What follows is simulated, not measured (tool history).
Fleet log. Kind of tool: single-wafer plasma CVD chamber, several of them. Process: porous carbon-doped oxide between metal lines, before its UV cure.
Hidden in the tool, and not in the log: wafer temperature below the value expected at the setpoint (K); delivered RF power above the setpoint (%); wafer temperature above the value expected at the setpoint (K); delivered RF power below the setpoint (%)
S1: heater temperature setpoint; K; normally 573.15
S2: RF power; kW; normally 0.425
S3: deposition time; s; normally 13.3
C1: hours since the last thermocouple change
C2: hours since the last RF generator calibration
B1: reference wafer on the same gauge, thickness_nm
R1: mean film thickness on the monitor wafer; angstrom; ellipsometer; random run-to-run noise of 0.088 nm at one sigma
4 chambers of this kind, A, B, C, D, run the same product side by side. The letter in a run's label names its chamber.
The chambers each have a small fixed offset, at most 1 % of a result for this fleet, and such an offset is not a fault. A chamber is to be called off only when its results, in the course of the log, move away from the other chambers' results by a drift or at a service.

run 1A hour=2.2 | S1=573.15 S2=0.425 S3=13.3 | C1=2082.5 C2=926.6 | B1=64.769 | R1=662.76
run 2B hour=5.2 | S1=573.15 S2=0.425 S3=13.3 | C1=2218.1 C2=947.2 | B1=64.778 | R1=659.72
run 3C hour=9.2 | S1=573.15 S2=0.425 S3=13.3 | C1=1543.3 C2=818.2 | B1=64.795 | R1=661.59
run 4D hour=13.7 | S1=573.15 S2=0.425 S3=13.3 | C1=1787.6 C2=285.2 | B1=64.758 | R1=659.89
run 5D hour=18 | S1=573.15 S2=0.425 S3=13.3 | C1=1791.9 C2=289.5 | B1=64.766 | R1=658.04
run 6A hour=21.3 | S1=573.15 S2=0.425 S3=13.3 | C1=2101.6 C2=945.7 | B1=64.756 | R1=660.72
run 7C hour=25 | S1=573.15 S2=0.375 S3=12.2 | C1=1559.1 C2=834 | B1=64.728 | R1=551.55
run 8B hour=28.2 | S1=573.15 S2=0.375 S3=12.2 | C1=2241.1 C2=970.2 | B1=64.716 | R1=547.6
run 9A hour=31.9 | S1=573.15 S2=0.375 S3=12.2 | C1=2112.2 C2=956.3 | B1=64.704 | R1=551.38
run 10D hour=36.8 | S1=573.15 S2=0.375 S3=12.2 | C1=1810.7 C2=308.3 | B1=64.7 | R1=549.16
run 11B hour=39.4 | S1=573.15 S2=0.485 S3=14.3 | C1=2252.3 C2=981.4 | B1=64.703 | R1=778.09
run 12C hour=41.9 | S1=573.15 S2=0.485 S3=14.3 | C1=1576 C2=850.9 | B1=64.695 | R1=780.03
run 13D hour=46 | S1=573.15 S2=0.485 S3=14.3 | C1=1819.9 C2=317.5 | B1=64.684 | R1=775.8
run 14B hour=48.4 | S1=573.15 S2=0.485 S3=14.3 | C1=2261.3 C2=990.4 | B1=64.705 | R1=777.3
run 15A hour=53.2 | S1=573.15 S2=0.425 S3=13.3 | C1=2133.5 C2=977.6 | B1=64.642 | R1=659.62
run 16C hour=57.3 | S1=573.15 S2=0.425 S3=13.3 | C1=1591.4 C2=866.3 | B1=64.673 | R1=660.85
run 17C hour=60.5 | S1=573.15 S2=0.425 S3=13.3 | C1=1594.6 C2=869.5 | B1=64.624 | R1=660.5
run 18D hour=65.1 | S1=573.15 S2=0.365 S3=11.6 | C1=1839 C2=336.6 | B1=64.632 | R1=512.46
run 19B hour=69.3 | S1=573.15 S2=0.365 S3=11.6 | C1=2282.2 C2=1011.3 | B1=64.627 | R1=507.85
run 20A hour=71.6 | S1=573.15 S2=0.365 S3=11.6 | C1=2151.9 C2=996 | B1=64.649 | R1=512.26
run 21C hour=76 | S1=573.15 S2=0.365 S3=11.6 | C1=1610.1 C2=885 | B1=64.631 | R1=512.44
run 22B hour=79.9 | S1=573.15 S2=0.455 S3=11.8 | C1=2292.8 C2=1021.9 | B1=64.615 | R1=617.79
run 23D hour=82.4 | S1=573.15 S2=0.455 S3=11.8 | C1=1856.3 C2=353.9 | B1=64.591 | R1=616.98
run 24A hour=85 | S1=573.15 S2=0.455 S3=11.8 | C1=2165.3 C2=1009.4 | B1=64.595 | R1=620.3
run 25D hour=88.9 | S1=573.15 S2=0.455 S3=11.8 | C1=1862.8 C2=360.4 | B1=64.578 | R1=618.43
run 26B hour=93.8 | S1=573.15 S2=0.425 S3=13.3 | C1=2306.7 C2=1035.8 | B1=64.563 | R1=656.93
run 27C hour=97.3 | S1=573.15 S2=0.425 S3=13.3 | C1=1631.4 C2=906.3 | B1=64.574 | R1=661.18
run 28A hour=99.8 | S1=573.15 S2=0.39 S3=15.8 | C1=2180.1 C2=1024.2 | B1=64.567 | R1=728.27
run 29C hour=104.1 | S1=573.15 S2=0.39 S3=15.8 | C1=1638.2 C2=913.1 | B1=64.524 | R1=728.35
run 30B hour=108.2 | S1=573.15 S2=0.39 S3=15.8 | C1=2321.1 C2=1050.2 | B1=64.527 | R1=723.19
run 31D hour=110.8 | S1=573.15 S2=0.39 S3=15.8 | C1=1884.7 C2=382.3 | B1=64.536 | R1=725.99
run 32A hour=115.4 | S1=573.15 S2=0.425 S3=13.3 | C1=2195.7 C2=1039.8 | B1=64.53 | R1=658.53
run 33C hour=118.7 | S1=573.15 S2=0.35 S3=13.3 | C1=1652.8 C2=927.7 | B1=64.496 | R1=566.66
run 34B hour=123.5 | S1=573.15 S2=0.35 S3=13.3 | C1=2336.4 C2=1065.5 | B1=64.51 | R1=558.53
run 35D hour=126.4 | S1=573.15 S2=0.35 S3=13.3 | C1=1900.3 C2=397.9 | B1=64.494 | R1=564.22
run 36A hour=131.1 | S1=573.15 S2=0.35 S3=13.3 | C1=2211.4 C2=1055.5 | B1=64.476 | R1=565.19
run 37B hour=135.3 | S1=573.15 S2=0.425 S3=13.3 | C1=2348.2 C2=1077.3 | B1=64.482 | R1=655.3
run 38A hour=137.7 | S1=573.15 S2=0.425 S3=13.3 | C1=2218 C2=1062.1 | B1=64.461 | R1=658.61

Next, all 4 chambers run the settings below, one line each with question marks for the results. What does each chamber give?
run 39A hour=141.2 | S1=573.15 S2=0.425 S3=13.3 | R1=?
run 39B hour=141.2 | S1=573.15 S2=0.425 S3=13.3 | R1=?
run 39C hour=141.2 | S1=573.15 S2=0.425 S3=13.3 | R1=?
run 39D hour=141.2 | S1=573.15 S2=0.425 S3=13.3 | R1=?

run=39A R1=658.28
run=39B R1=655.72
run=39C R1=659.28
run=39D R1=655.9

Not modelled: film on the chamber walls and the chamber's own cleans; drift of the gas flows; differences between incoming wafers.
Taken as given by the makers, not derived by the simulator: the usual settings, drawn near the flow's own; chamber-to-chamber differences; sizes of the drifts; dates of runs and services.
